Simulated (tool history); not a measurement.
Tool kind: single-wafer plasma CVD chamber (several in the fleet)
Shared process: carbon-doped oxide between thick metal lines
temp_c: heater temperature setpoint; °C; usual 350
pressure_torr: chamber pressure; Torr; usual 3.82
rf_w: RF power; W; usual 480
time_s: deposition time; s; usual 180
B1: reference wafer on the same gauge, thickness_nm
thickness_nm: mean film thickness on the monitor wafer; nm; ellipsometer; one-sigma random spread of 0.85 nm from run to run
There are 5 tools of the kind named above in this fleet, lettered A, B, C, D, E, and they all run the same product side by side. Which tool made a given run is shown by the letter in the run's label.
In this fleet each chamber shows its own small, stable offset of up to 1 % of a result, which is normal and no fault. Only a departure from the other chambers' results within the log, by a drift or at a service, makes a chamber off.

run 1A day=0.342 | temp_c=350 pressure_torr=3.82 rf_w=480 time_s=180 | B1=782.03 | thickness_nm=850.26
run 2D day=0.696 | temp_c=350 pressure_torr=3.82 rf_w=480 time_s=180 | B1=781.74 | thickness_nm=850.41
run 3E day=0.996 | temp_c=350 pressure_torr=3.82 rf_w=480 time_s=180 | B1=781.85 | thickness_nm=850.5
run 4C day=1.346 | temp_c=350 pressure_torr=3.82 rf_w=480 time_s=180 | B1=781.53 | thickness_nm=840.51
run 5B day=1.608 | temp_c=350 pressure_torr=3.82 rf_w=480 time_s=180 | B1=781.48 | thickness_nm=849.98
run 6E day=1.912 | temp_c=350 pressure_torr=3.82 rf_w=480 time_s=180 | B1=781.56 | thickness_nm=849.71
run 7D day=2.112 | temp_c=350 pressure_torr=3.82 rf_w=560 time_s=180 | B1=781.33 | thickness_nm=934.55
run 8B day=2.417 | temp_c=350 pressure_torr=3.82 rf_w=560 time_s=180 | B1=781.28 | thickness_nm=932.96
-- day=2.583 chamber E: thermocouple changed; heater temperature recalibrated
-- day=2.762 chamber D: capacitance manometer re-zeroed and calibrated
run 9C day=2.771 | temp_c=350 pressure_torr=3.82 rf_w=560 time_s=180 | B1=781.38 | thickness_nm=924.52
run 10A day=2.967 | temp_c=350 pressure_torr=3.82 rf_w=560 time_s=180 | B1=781.01 | thickness_nm=933.65
run 11A day=3.138 | temp_c=350 pressure_torr=3.82 rf_w=560 time_s=180 | B1=781.29 | thickness_nm=932.48
run 12E day=3.5 | temp_c=350 pressure_torr=3.82 rf_w=510 time_s=180 | B1=781.02 | thickness_nm=881.94
run 13B day=3.712 | temp_c=350 pressure_torr=3.82 rf_w=510 time_s=180 | B1=780.93 | thickness_nm=881.55
run 14D day=3.925 | temp_c=350 pressure_torr=3.82 rf_w=510 time_s=180 | B1=780.59 | thickness_nm=882.54
run 15C day=4.133 | temp_c=350 pressure_torr=3.82 rf_w=510 time_s=180 | B1=780.86 | thickness_nm=873.69
run 16A day=4.433 | temp_c=350 pressure_torr=3.82 rf_w=510 time_s=180 | B1=780.84 | thickness_nm=882.53
run 17D day=4.608 | temp_c=350 pressure_torr=3.82 rf_w=480 time_s=180 | B1=780.82 | thickness_nm=848.76
run 18B day=4.921 | temp_c=350 pressure_torr=3.82 rf_w=480 time_s=180 | B1=780.67 | thickness_nm=846.7
run 19C day=5.225 | temp_c=350 pressure_torr=3.82 rf_w=480 time_s=180 | B1=780.49 | thickness_nm=840.23
run 20E day=5.45 | temp_c=350 pressure_torr=3.82 rf_w=480 time_s=180 | B1=780.3 | thickness_nm=847.72
run 21B day=5.808 | temp_c=350 pressure_torr=3.82 rf_w=480 time_s=180 | B1=780.26 | thickness_nm=847.24
run 22C day=6.021 | temp_c=350 pressure_torr=3.82 rf_w=480 time_s=180 | B1=780.13 | thickness_nm=841.52
run 23A day=6.35 | temp_c=350 pressure_torr=3.82 rf_w=480 time_s=180 | B1=780.06 | thickness_nm=848.72
run 24E day=6.575 | temp_c=350 pressure_torr=3.82 rf_w=480 time_s=180 | B1=780.03 | thickness_nm=846.81
run 25D day=6.896 | temp_c=350 pressure_torr=3.82 rf_w=480 time_s=180 | B1=780.16 | thickness_nm=850.58
-- day=7.133 chamber E: capacitance manometer re-zeroed and calibrated
run 26E day=7.204 | temp_c=350 pressure_torr=3.82 rf_w=445 time_s=180 | B1=779.73 | thickness_nm=807.28
run 27B day=7.521 | temp_c=350 pressure_torr=3.82 rf_w=445 time_s=180 | B1=779.63 | thickness_nm=805.23
run 28C day=7.708 | temp_c=350 pressure_torr=3.82 rf_w=445 time_s=180 | B1=779.52 | thickness_nm=798.36
run 29D day=8.017 | temp_c=350 pressure_torr=3.82 rf_w=445 time_s=180 | B1=779.62 | thickness_nm=806.43
-- day=8.125 chamber A: capacitance manometer re-zeroed and calibrated
run 30A day=8.288 | temp_c=350 pressure_torr=3.82 rf_w=445 time_s=180 | B1=779.48 | thickness_nm=805.34
run 31B day=8.508 | temp_c=350 pressure_torr=3.82 rf_w=480 time_s=180 | B1=779.55 | thickness_nm=847.21
run 32A day=8.858 | temp_c=350 pressure_torr=3.82 rf_w=480 time_s=180 | B1=779.44 | thickness_nm=847.16
run 33C day=9.229 | temp_c=350 pressure_torr=3.82 rf_w=480 time_s=180 | B1=779.29 | thickness_nm=838.61
run 34E day=9.412 | temp_c=350 pressure_torr=3.82 rf_w=480 time_s=180 | B1=779.29 | thickness_nm=847.71
run 35D day=9.746 | temp_c=350 pressure_torr=3.82 rf_w=480 time_s=180 | B1=779.15 | thickness_nm=847.61
run 36D day=10.062 | temp_c=350 pressure_torr=3.82 rf_w=480 time_s=180 | B1=779.07 | thickness_nm=848.39
run 37A day=10.283 | temp_c=350 pressure_torr=3.82 rf_w=480 time_s=180 | B1=778.86 | thickness_nm=846.86
run 38E day=10.583 | temp_c=350 pressure_torr=3.82 rf_w=480 time_s=180 | B1=778.76 | thickness_nm=847.23

For the next run the whole fleet of 5 chambers uses the same settings. Give each chamber's results:
run 39A day=10.85 | temp_c=350 pressure_torr=3.82 rf_w=480 time_s=180 | thickness_nm=?
run 39B day=10.85 | temp_c=350 pressure_torr=3.82 rf_w=480 time_s=180 | thickness_nm=?
run 39C day=10.85 | temp_c=350 pressure_torr=3.82 rf_w=480 time_s=180 | thickness_nm=?
run 39D day=10.85 | temp_c=350 pressure_torr=3.82 rf_w=480 time_s=180 | thickness_nm=?
run 39E day=10.85 | temp_c=350 pressure_torr=3.82 rf_w=480 time_s=180 | thickness_nm=?

run=39A thickness_nm=846.4
run=39B thickness_nm=845.33
run=39C thickness_nm=839.87
run=39D thickness_nm=847.3
run=39E thickness_nm=846.88
